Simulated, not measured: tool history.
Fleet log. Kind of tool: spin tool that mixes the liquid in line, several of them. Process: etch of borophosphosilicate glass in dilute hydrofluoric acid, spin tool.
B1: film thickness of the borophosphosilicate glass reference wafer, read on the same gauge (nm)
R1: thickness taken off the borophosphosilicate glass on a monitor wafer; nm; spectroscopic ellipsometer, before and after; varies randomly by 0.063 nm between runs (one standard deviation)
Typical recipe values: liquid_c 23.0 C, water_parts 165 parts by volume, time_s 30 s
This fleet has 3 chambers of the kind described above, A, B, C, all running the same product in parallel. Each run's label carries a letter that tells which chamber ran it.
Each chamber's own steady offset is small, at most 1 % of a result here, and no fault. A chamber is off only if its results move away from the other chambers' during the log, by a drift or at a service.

run 1C day=0.242 | liquid_c=23.0 water_parts=165 time_s=30 | B1=110.00 | R1=6.7316
run 2A day=0.379 | liquid_c=23.0 water_parts=165 time_s=30 | B1=109.99 | R1=6.8889
run 3B day=0.667 | liquid_c=23.0 water_parts=165 time_s=30 | B1=110.00 | R1=6.9151
run 4A day=0.842 | liquid_c=23.0 water_parts=165 time_s=30 | B1=110.00 | R1=6.7630
run 5B day=1.112 | liquid_c=23.0 water_parts=165 time_s=30 | B1=110.01 | R1=6.9070
run 6C day=1.342 | liquid_c=25.5 water_parts=165 time_s=20 | B1=109.98 | R1=4.9935
run 7A day=1.579 | liquid_c=25.5 water_parts=165 time_s=20 | B1=109.99 | R1=4.9263
run 8C day=1.862 | liquid_c=25.5 water_parts=165 time_s=20 | B1=109.97 | R1=4.9777
run 9B day=1.988 | liquid_c=23.0 water_parts=165 time_s=30 | B1=110.01 | R1=6.9639
run 10A day=2.133 | liquid_c=23.0 water_parts=165 time_s=30 | B1=109.99 | R1=6.9105
run 11B day=2.283 | liquid_c=23.0 water_parts=165 time_s=30 | B1=110.00 | R1=6.8584
run 12C day=2.450 | liquid_c=23.0 water_parts=215 time_s=30 | B1=110.01 | R1=4.9864
run 13C day=2.712 | liquid_c=23.0 water_parts=215 time_s=30 | B1=109.99 | R1=4.9460
run 14B day=2.862 | liquid_c=23.0 water_parts=215 time_s=30 | B1=109.98 | R1=4.8635
run 15A day=3.075 | liquid_c=23.0 water_parts=165 time_s=30 | B1=110.02 | R1=6.7533
run 16B day=3.229 | liquid_c=23.0 water_parts=165 time_s=30 | B1=110.01 | R1=6.7651
run 17A day=3.367 | liquid_c=23.0 water_parts=165 time_s=30 | B1=109.99 | R1=6.6843
run 18C day=3.608 | liquid_c=23.0 water_parts=165 time_s=30 | B1=110.05 | R1=6.7785
run 19B day=3.879 | liquid_c=23.0 water_parts=165 time_s=30 | B1=110.00 | R1=6.8863
run 20C day=4.162 | liquid_c=23.0 water_parts=165 time_s=30 | B1=110.01 | R1=6.9483
run 21A day=4.321 | liquid_c=23.0 water_parts=165 time_s=30 | B1=109.99 | R1=6.4826
run 22A day=4.500 | liquid_c=23.0 water_parts=165 time_s=30 | B1=109.99 | R1=6.4998
run 23C day=4.733 | liquid_c=23.0 water_parts=165 time_s=30 | B1=110.00 | R1=6.7866
run 24B day=4.954 | liquid_c=23.0 water_parts=165 time_s=30 | B1=109.98 | R1=6.8282
run 25A day=5.158 | liquid_c=23.0 water_parts=165 time_s=30 | B1=109.97 | R1=6.4080
run 26B day=5.292 | liquid_c=23.0 water_parts=165 time_s=30 | B1=110.00 | R1=6.7822
run 27C day=5.433 | liquid_c=23.0 water_parts=165 time_s=40 | B1=110.01 | R1=9.1192
run 28A day=5.567 | liquid_c=23.0 water_parts=165 time_s=40 | B1=110.02 | R1=8.3375
run 29B day=5.729 | liquid_c=23.0 water_parts=165 time_s=40 | B1=109.98 | R1=9.1310
run 30C day=5.900 | liquid_c=19.0 water_parts=135 time_s=30 | B1=110.00 | R1=7.3564
run 31B day=6.162 | liquid_c=19.0 water_parts=135 time_s=30 | B1=109.99 | R1=7.3701
run 32C day=6.388 | liquid_c=19.0 water_parts=135 time_s=30 | B1=110.01 | R1=7.3438
run 33A day=6.646 | liquid_c=23.0 water_parts=165 time_s=30 | B1=109.99 | R1=6.0746

Each of the 3 chambers runs these same settings next. Fill in every chamber's results:
run 34A day=6.854 | liquid_c=23.0 water_parts=165 time_s=45 | R1=?
run 34B day=6.854 | liquid_c=23.0 water_parts=165 time_s=45 | R1=?
run 34C day=6.854 | liquid_c=23.0 water_parts=165 time_s=45 | R1=?

run=34A R1=9.1893
run=34B R1=10.2150
run=34C R1=10.3920
